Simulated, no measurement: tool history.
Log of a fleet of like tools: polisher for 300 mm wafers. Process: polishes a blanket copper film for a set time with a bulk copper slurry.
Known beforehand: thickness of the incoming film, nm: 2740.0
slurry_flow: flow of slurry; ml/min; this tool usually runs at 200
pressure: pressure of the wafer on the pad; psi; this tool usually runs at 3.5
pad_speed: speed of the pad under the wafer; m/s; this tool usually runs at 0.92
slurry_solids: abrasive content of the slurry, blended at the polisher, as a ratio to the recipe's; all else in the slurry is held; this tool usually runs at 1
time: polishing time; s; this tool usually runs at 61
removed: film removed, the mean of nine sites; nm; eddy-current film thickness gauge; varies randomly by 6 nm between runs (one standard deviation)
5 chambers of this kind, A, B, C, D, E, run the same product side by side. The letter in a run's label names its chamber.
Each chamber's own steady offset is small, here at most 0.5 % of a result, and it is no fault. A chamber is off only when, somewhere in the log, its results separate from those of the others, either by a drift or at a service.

run   hour  slurry_flow  pressure  pad_speed  slurry_solids  time  removed
 1A    2.9          200       3.5       0.92              1    61   657.57
 2C    7.6          200       3.5       0.92              1    61   654.47
 3B   10.4          200       3.5       0.92              1    61   670.04
 4E   13.3          200       3.5       0.92              1    61   679.28
 5D   16.6          200       3.5       0.92              1    61   673.46
 6D   19.6          200       3.5       0.92              1    61   671.95
 7B   22.2          200       3.5       0.92              1    61   660.77
 8E   25.8          200       3.5       0.92              1    69   743.76
      27.2  -- chamber C: worn pad replaced by a new one
 9C   28.4          200       3.5       0.92              1    69   757.56
10A   32.9          200       3.5       0.92              1    69   753.18
11A   37.4          200       3.5       0.92              1    69   747.17
12B   39.9          200       3.5       0.92              1    69   758.67
13E   43.9          200       3.5       0.92              1    61   661.57
14D   46.6          200       3.5       0.92              1    61   664.24
      49.8  -- chamber D: slurry nozzle cleaned
15C   50.8          200       3.5       0.92              1    61   674.69
      52.1  -- chamber D: worn pad replaced by a new one
      52.6  -- chamber A: worn pad replaced by a new one
16D   52.8          200       3.5       0.92              1    61   667.30
17E   57.1          200       3.5       0.92              1    61   658.74
18C   61.7          200       3.5       0.92              1    46   504.43
      63.4  -- chamber B: slurry blender recalibrated
19B   65.8          200       3.5       0.92              1    46   498.13
20A   67.8          200       3.5       0.92              1    46   500.81
21D   69.9          200       3.5       0.92              1    46   505.92
22C   73.3          200       3.5       0.92              1    46   503.90
23E   75.8          200       3.5       0.92              1    61   649.84
24B   79.6          200       3.5       0.92              1    61   669.47
      82.2  -- chamber B: worn pad replaced by a new one
25A   82.7          200       3.5       0.92              1    61   657.45
26A   85.5          200       3.5       0.92              1    61   660.51
27E   88.2          200       3.5       0.92              1    61   649.48
28C   92.9          200       3.5       0.92              1    61   668.10
      96.7  -- chamber A: head pressure recalibrated
29B   97.4          200       3.5       0.92              1    61   670.43
30D  100.8          200       3.5       0.92              1    61   665.39
31A  102.9          200       3.5       0.92              1    61   670.14
32C  105.7          200       3.5       0.92              1    61   670.90
33D  110.2          200       3.5       0.92              1    61   663.36
34B  112.6          200       3.5       0.92              1    61   679.62
35E  116.3          200       3.5       0.92              1    61   643.10
36D  119.5          200       3.5       0.92              1    61   658.74
37A  122.0          200       3.5       0.92              1    61   659.81

Predict what each chamber gives when all 5 of them run the settings below next.
38A  125.4          200       3.5       0.92              1    61        ?
38B  125.4          200       3.5       0.92              1    61        ?
38C  125.4          200       3.5       0.92              1    61        ?
38D  125.4          200       3.5       0.92              1    61        ?
38E  125.4          200       3.5       0.92              1    61        ?

run  removed
38A   667.25
38B   669.75
38C   676.53
38D   665.45
38E   631.45
